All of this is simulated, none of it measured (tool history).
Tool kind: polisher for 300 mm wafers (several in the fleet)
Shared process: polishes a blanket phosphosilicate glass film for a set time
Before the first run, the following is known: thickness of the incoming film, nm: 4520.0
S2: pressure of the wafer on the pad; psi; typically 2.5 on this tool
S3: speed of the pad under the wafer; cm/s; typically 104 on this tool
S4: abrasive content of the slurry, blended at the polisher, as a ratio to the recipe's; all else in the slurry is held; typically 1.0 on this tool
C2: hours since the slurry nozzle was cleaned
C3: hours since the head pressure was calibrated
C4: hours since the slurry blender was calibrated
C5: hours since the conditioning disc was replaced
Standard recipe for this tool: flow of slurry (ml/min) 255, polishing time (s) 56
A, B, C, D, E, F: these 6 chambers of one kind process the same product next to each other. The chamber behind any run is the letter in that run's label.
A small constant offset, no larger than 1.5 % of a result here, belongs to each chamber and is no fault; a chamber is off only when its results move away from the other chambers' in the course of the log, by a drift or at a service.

At hour 2.2: chamber F: worn pad replaced by a new one.
At hour 3.8: chamber C: head pressure recalibrated.
At hour 5.5: chamber C: worn pad replaced by a new one.
At hour 8.2: chamber D: slurry blender recalibrated.
Run 1B, hour 11.0: usual settings; wafers polished on this pad 868; C2 191.9; C3 207.7; C4 204.7; C5 272.3. Result: film removed (Å) 3669.3.
At hour 20.0: chamber B: worn pad replaced by a new one.
Run 2C, hour 26.1: usual settings; wafers polished on this pad 268; C2 44.7; C3 22.3; C4 86.0; C5 51.3. Result: film removed (Å) 3706.3.
At hour 30.6: chamber F: slurry nozzle cleaned.
At hour 33.2: chamber A: conditioning disc replaced and pad reconditioned.
Run 3F, hour 33.5: usual settings; wafers polished on this pad 407; C2 3.0; C3 280.0; C4 74.3; C5 251.8. Result: film removed (Å) 3632.0.
At hour 46.8: chamber E: worn pad replaced by a new one.
Run 4D, hour 47.4: usual settings; wafers polished on this pad 901; C2 677.0; C3 158.9; C4 39.2; C5 422.5. Result: film removed (Å) 3612.3.
At hour 49.9: chamber A: worn pad replaced by a new one.
Run 5E, hour 56.0: usual settings; wafers polished on this pad 119; C2 143.0; C3 1001.0; C4 312.3; C5 59.2. Result: film removed (Å) 3659.4.
At hour 62.2: chamber D: worn pad replaced by a new one.
Run 6A, hour 68.1: usual settings; wafers polished on this pad 237; C2 340.7; C3 645.2; C4 169.6; C5 35.0. Result: film removed (Å) 3577.9.
At hour 69.0: chamber B: slurry nozzle cleaned.
Run 7D, hour 84.0: usual settings; wafers polished on this pad 284; C2 713.6; C3 195.5; C4 75.8; C5 459.1. Result: film removed (Å) 3634.0.
At hour 85.4: chamber F: worn pad replaced by a new one.
At hour 90.9: chamber B: worn pad replaced by a new one.
At hour 94.9: chamber D: conditioning disc replaced and pad reconditioned.
At hour 95.8: chamber C: worn pad replaced by a new one.
Run 8F, hour 99.6: usual settings; wafers polished on this pad 184; C2 69.1; C3 346.1; C4 140.4; C5 317.9. Result: film removed (Å) 3672.9.
At hour 105.8: chamber D: slurry nozzle cleaned.
Run 9E, hour 106.5: usual settings; wafers polished on this pad 775; C2 193.5; C3 1051.5; C4 362.8; C5 109.7. Result: film removed (Å) 3589.3.
At hour 113.5: chamber E: head pressure recalibrated.
Run 10A, hour 114.6: usual settings; wafers polished on this pad 840; C2 387.2; C3 691.7; C4 216.1; C5 81.5. Result: film removed (Å) 3686.3.
At hour 121.2: chamber E: slurry blender recalibrated.
At hour 122.7: chamber E: worn pad replaced by a new one.
At hour 124.5: chamber A: worn pad replaced by a new one.
Run 11B, hour 124.5: usual settings; wafers polished on this pad 436; C2 55.6; C3 321.2; C4 318.2; C5 385.8. Result: film removed (Å) 3685.5.
Run 12C, hour 134.6: usual settings; wafers polished on this pad 504; C2 153.2; C3 130.8; C4 194.5; C5 159.8. Result: film removed (Å) 3720.0.
At hour 134.9: chamber D: worn pad replaced by a new one.
Run 13F, hour 150.3: usual settings; wafers polished on this pad 842; C2 119.8; C3 396.8; C4 191.1; C5 368.6. Result: film removed (Å) 3594.3.
Run 14C, hour 161.6: usual settings; wafers polished on this pad 855; C2 180.2; C3 157.8; C4 221.5; C5 186.8. Result: film removed (Å) 3704.2.
At hour 163.7: chamber A: conditioning disc replaced and pad reconditioned.
At hour 168.7: chamber B: worn pad replaced by a new one.
At hour 169.4: chamber C: worn pad replaced by a new one.
Run 15E, hour 170.0: usual settings; wafers polished on this pad 614; C2 257.0; C3 56.6; C4 48.9; C5 173.2. Result: film removed (Å) 3614.3.
At hour 184.7: chamber F: worn pad replaced by a new one.
Run 16D, hour 185.3: usual settings; wafers polished on this pad 655; C2 79.5; C3 296.8; C4 177.1; C5 90.5. Result: film removed (Å) 3637.8.
Run 17A, hour 197.5: usual settings; wafers polished on this pad 948; C2 470.1; C3 774.6; C4 299.0; C5 33.9. Result: film removed (Å) 3672.8.
Run 18B, hour 205.5: usual settings; wafers polished on this pad 478; C2 136.6; C3 402.2; C4 399.2; C5 466.8. Result: film removed (Å) 3585.3.
At hour 205.7: chamber A: worn pad replaced by a new one.
At hour 215.7: chamber E: worn pad replaced by a new one.
Run 19F, hour 216.2: usual settings; wafers polished on this pad 409; C2 185.7; C3 462.7; C4 257.0; C5 434.5. Result: film removed (Å) 3706.6.
At hour 216.5: chamber D: worn pad replaced by a new one.
At hour 223.4: chamber D: head pressure recalibrated.
Run 20A, hour 225.5: usual settings but S2 2.1 psi, S3 90 cm/s; wafers polished on this pad 258; C2 498.1; C3 802.6; C4 327.0; C5 61.9. Result: film removed (Å) 2659.7.
At hour 238.2: chamber A: slurry nozzle cleaned.
At hour 239.2: chamber C: worn pad replaced by a new one.
Run 21B, hour 240.7: usual settings but S2 2.1 psi, S3 90 cm/s; wafers polished on this pad 935; C2 171.8; C3 437.4; C4 434.4; C5 502.0. Result: film removed (Å) 2597.1.
At hour 244.4: chamber F: slurry blender recalibrated.
At hour 248.7: chamber B: worn pad replaced by a new one.
At hour 249.6: chamber C: slurry nozzle cleaned.
Run 22C, hour 250.3: usual settings but S2 2.1 psi, S3 90 cm/s; wafers polished on this pad 144; C2 0.7; C3 246.5; C4 310.2; C5 275.5. Result: film removed (Å) 2727.8.
At hour 252.6: chamber B: conditioning disc replaced and pad reconditioned.
At hour 255.0: chamber F: slurry nozzle cleaned.
Run 23E, hour 261.4: usual settings but S2 2.1 psi, S3 90 cm/s; wafers polished on this pad 593; C2 348.4; C3 148.0; C4 140.3; C5 264.6. Result: film removed (Å) 2712.6.
At hour 271.2: chamber B: slurry blender recalibrated.
At hour 273.1: chamber C: slurry blender recalibrated.
At hour 275.2: chamber A: worn pad replaced by a new one.
Run 24D, hour 276.8: usual settings but S2 2.1 psi, S3 90 cm/s; wafers polished on this pad 783; C2 171.0; C3 53.4; C4 268.6; C5 182.0. Result: film removed (Å) 2753.3.
At hour 286.7: chamber F: worn pad replaced by a new one.
Run 25D, hour 292.2: usual settings but S2 2.1 psi, S3 90 cm/s; wafers polished on this pad 983; C2 186.4; C3 68.8; C4 284.0; C5 197.4. Result: film removed (Å) 2698.7.
At hour 300.9: chamber D: worn pad replaced by a new one.
At hour 304.0: chamber A: conditioning disc replaced and pad reconditioned.
At hour 304.1: chamber E: worn pad replaced by a new one.
Run 26F, hour 304.6: usual settings; wafers polished on this pad 232; C2 49.7; C3 551.1; C4 60.3; C5 522.9. Result: film removed (Å) 3704.6.
At hour 308.0: chamber A: slurry blender recalibrated.
At hour 308.4: chamber C: worn pad replaced by a new one.
Run 27C, hour 315.7: usual settings; wafers polished on this pad 95; C2 66.1; C3 311.9; C4 42.7; C5 340.9. Result: film removed (Å) 3757.6.
Run 28A, hour 329.1: usual settings; wafers polished on this pad 700; C2 90.9; C3 906.2; C4 21.1; C5 25.1. Result: film removed (Å) 3599.4.
At hour 333.6: chamber F: head pressure recalibrated.
At hour 336.8: chamber B: worn pad replaced by a new one.
Run 29B, hour 337.7: usual settings but flow of slurry (ml/min) 185, S4 1.3; wafers polished on this pad 12; C2 268.8; C3 534.4; C4 66.6; C5 85.2. Result: film removed (Å) 3638.1.
At hour 338.1: chamber C: head pressure recalibrated.
At hour 342.6: chamber D: slurry blender recalibrated.
Run 30E, hour 344.6: usual settings but flow of slurry (ml/min) 185, S4 1.3; wafers polished on this pad 525; C2 431.6; C3 231.2; C4 223.5; C5 347.8. Result: film removed (Å) 3905.9.
Run 31E, hour 357.9: usual settings but flow of slurry (ml/min) 185, S4 1.3; wafers polished on this pad 698; C2 444.9; C3 244.5; C4 236.8; C5 361.1. Result: film removed (Å) 3896.5.
At hour 366.8: chamber A: worn pad replaced by a new one.
Run 32C, hour 367.4: usual settings but flow of slurry (ml/min) 185, S4 1.3; wafers polished on this pad 767; C2 117.8; C3 29.4; C4 94.4; C5 392.6. Result: film removed (Å) 3938.2.
At hour 373.1: chamber B: slurry nozzle cleaned.
Run 33B, hour 374.6: usual settings but flow of slurry (ml/min) 185, S4 1.3; wafers polished on this pad 491; C2 1.6; C3 571.3; C4 103.5; C5 122.1. Result: film removed (Å) 3616.9.
At hour 377.1: chamber F: worn pad replaced by a new one.
At hour 377.9: chamber D: worn pad replaced by a new one.
Run 34A, hour 387.0: usual settings but flow of slurry (ml/min) 185, S4 1.3; wafers polished on this pad 263; C2 148.8; C3 964.1; C4 79.0; C5 83.0. Result: film removed (Å) 3925.3.
Run 35F, hour 395.9: usual settings but S2 2.2 psi, S3 76 cm/s; wafers polished on this pad 244; C2 141.0; C3 62.4; C4 151.6; C5 614.2. Result: film removed (Å) 2505.3.
Run 36D, hour 404.9: usual settings but S2 2.2 psi, S3 76 cm/s; wafers polished on this pad 351; C2 299.1; C3 181.5; C4 62.3; C5 310.1. Result: film removed (Å) 2505.5.

Does one chamber stand apart from the rest, does the shared gauge drift, or is all well apart from small per-chamber offsets? Give the chamber and the most likely cause, where there is one.

It is chamber B that slowly wanders off from its peers.
What lies behind it: head's pressure below its setpoint, % = 9.37.

Here are 4 candidates for chamber B's next run, each the usual settings with a change, their results left as question marks. Which one brings its results back in line with what the others give on the usual settings?
In-line tolerance around the mean of the other chambers on the usual settings: film removed (Å) 140.0
Run 37B-1, hour 416.2: usual settings but polishing time (s) 57. Result: film removed (Å) ?.
Run 37B-2, hour 416.2: usual settings but S2 2.4 psi, polishing time (s) 53. Result: film removed (Å) ?.
Run 37B-3, hour 416.2: usual settings but S2 2.7 psi, S4 1.05. Result: film removed (Å) ?.
Run 37B-4, hour 416.2: usual settings but S3 100 cm/s. Result: film removed (Å) ?.

On the usual settings, the other chambers give on average: film removed (Å) 3649.1
  run  film removed (Å)
37B-1            3377.8
37B-2            3016.1
37B-3            3658.7
37B-4            3216.9
The answer is 37B-3, which returns the chamber to within the allowed miss of the others.
